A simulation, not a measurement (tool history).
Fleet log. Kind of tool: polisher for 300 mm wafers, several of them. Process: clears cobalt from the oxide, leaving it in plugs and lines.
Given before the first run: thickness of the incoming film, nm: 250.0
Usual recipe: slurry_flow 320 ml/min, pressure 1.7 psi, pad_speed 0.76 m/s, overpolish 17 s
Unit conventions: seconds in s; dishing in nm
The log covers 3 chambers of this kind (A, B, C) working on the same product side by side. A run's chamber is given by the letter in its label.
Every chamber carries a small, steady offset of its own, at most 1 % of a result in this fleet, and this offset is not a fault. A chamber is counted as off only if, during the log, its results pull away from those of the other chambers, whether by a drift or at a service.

run	hour	slurry_flow	pressure	pad_speed	overpolish	wafers polished on this pad	hours since the slurry nozzle was cleaned	hours since the head pressure was calibrated	seconds	dishing
# hour 3.1: chamber B: slurry nozzle cleaned
1C	8.8	320	1.7	0.76	17	501	348.8	354.0	71.009	32.176
2A	17.9	320	1.7	0.76	17	389	359.1	1236.9	69.873	30.872
3B	27.0	320	1.7	0.76	17	454	23.9	404.1	68.819	31.024
4B	32.2	320	1.7	0.76	17	485	29.1	409.3	69.579	31.398
5A	37.7	320	1.7	0.76	17	507	378.9	1256.7	72.384	32.567
6C	45.1	320	1.7	0.76	17	717	385.1	390.3	69.424	30.807
7C	54.3	320	1.7	0.76	17	772	394.3	399.5	68.397	30.565
# hour 54.5: chamber C: worn pad replaced by a new one
8B	59.1	320	1.7	0.76	17	645	56.0	436.2	69.894	30.222
9A	68.1	320	1.7	1.00	17	688	409.3	1287.1	54.154	33.891
10A	73.9	320	1.7	1.00	17	723	415.1	1292.9	53.722	34.453
11C	80.3	320	1.7	1.00	17	154	420.3	425.5	52.571	33.552
# hour 84.5: chamber C: head pressure recalibrated
12B	87.4	320	1.7	0.76	17	814	84.3	464.5	71.062	30.486
13A	93.5	320	1.7	0.76	17	840	434.7	1312.5	70.480	30.810
14C	101.5	320	1.7	0.76	17	280	441.5	17.1	70.133	30.733
15B	109.1	320	1.7	0.76	17	943	106.0	486.2	70.358	31.053
16C	117.1	320	1.7	0.76	17	373	457.1	32.7	70.081	30.581
# hour 121.0: chamber B: worn pad replaced by a new one
17B	124.7	245	1.7	0.64	17	22	121.6	501.8	85.815	28.092
# hour 125.6: chamber A: head pressure recalibrated
18A	129.9	245	1.7	0.64	17	1057	471.1	4.3	94.767	27.827
19A	139.8	245	1.7	0.64	17	1116	481.0	14.2	93.578	27.003
20B	145.0	320	1.7	0.76	17	143	141.9	522.1	69.709	30.957
21C	153.2	320	1.7	0.76	17	588	493.2	68.8	70.527	29.913
22C	162.8	320	1.7	0.76	17	646	502.8	78.4	70.282	31.732
# hour 163.9: chamber C: worn pad replaced by a new one
23A	167.7	410	1.7	0.76	12	1282	508.9	42.1	76.564	26.087
# hour 171.4: chamber A: worn pad replaced by a new one
24B	176.4	410	1.7	0.76	12	330	173.3	553.5	69.460	26.898
25B	183.0	410	1.7	0.76	12	370	179.9	560.1	68.611	26.650
26C	191.5	320	1.7	0.76	17	164	531.5	107.1	69.512	29.843
27A	197.7	320	1.7	0.76	17	157	538.9	72.1	77.655	29.937
28C	202.4	320	1.7	0.76	17	229	542.4	118.0	69.813	30.069
29A	211.4	320	1.7	0.76	17	239	552.6	85.8	77.076	30.541
30B	220.9	320	1.7	0.76	17	596	217.8	598.0	70.617	31.796
31C	226.5	395	2.2	0.76	17	373	566.5	142.1	52.607	33.045
32B	234.2	395	2.2	0.76	17	675	231.1	611.3	53.696	33.579

Has any chamber moved away from the others, gradually or after a service, or does the common gauge drift, or do the chambers differ only by their own small steady offsets? State the chamber and the most likely cause if one applies.

Chamber A has stood off from the others ever since a service on it.
Likeliest cause: head's pressure below its setpoint, % = 8.62.

Below are 4 candidate recipes for chamber A's next run, each the usual settings with a change, their results shown as question marks. Which of them brings A's results back in line with what the other chambers give on the usual settings?
In line means no further than this from the other chambers' mean on the usual settings: seconds 3.000 s; dishing 2.300 nm
33A-1	241.4	320	1.5	0.70	18				?	?
33A-2	241.4	320	1.6	0.74	18				?	?
33A-3	241.4	320	1.8	0.80	17				?	?
33A-4	241.4	325	1.9	0.84	16				?	?

The other chambers' mean on the usual settings: seconds 70.584 s; dishing 30.989 nm
run	seconds	dishing
33A-1	95.134	27.878
33A-2	84.374	29.566
33A-3	69.363	31.396
33A-4	62.510	31.924
It is 33A-3 that realigns the chamber with its peers.

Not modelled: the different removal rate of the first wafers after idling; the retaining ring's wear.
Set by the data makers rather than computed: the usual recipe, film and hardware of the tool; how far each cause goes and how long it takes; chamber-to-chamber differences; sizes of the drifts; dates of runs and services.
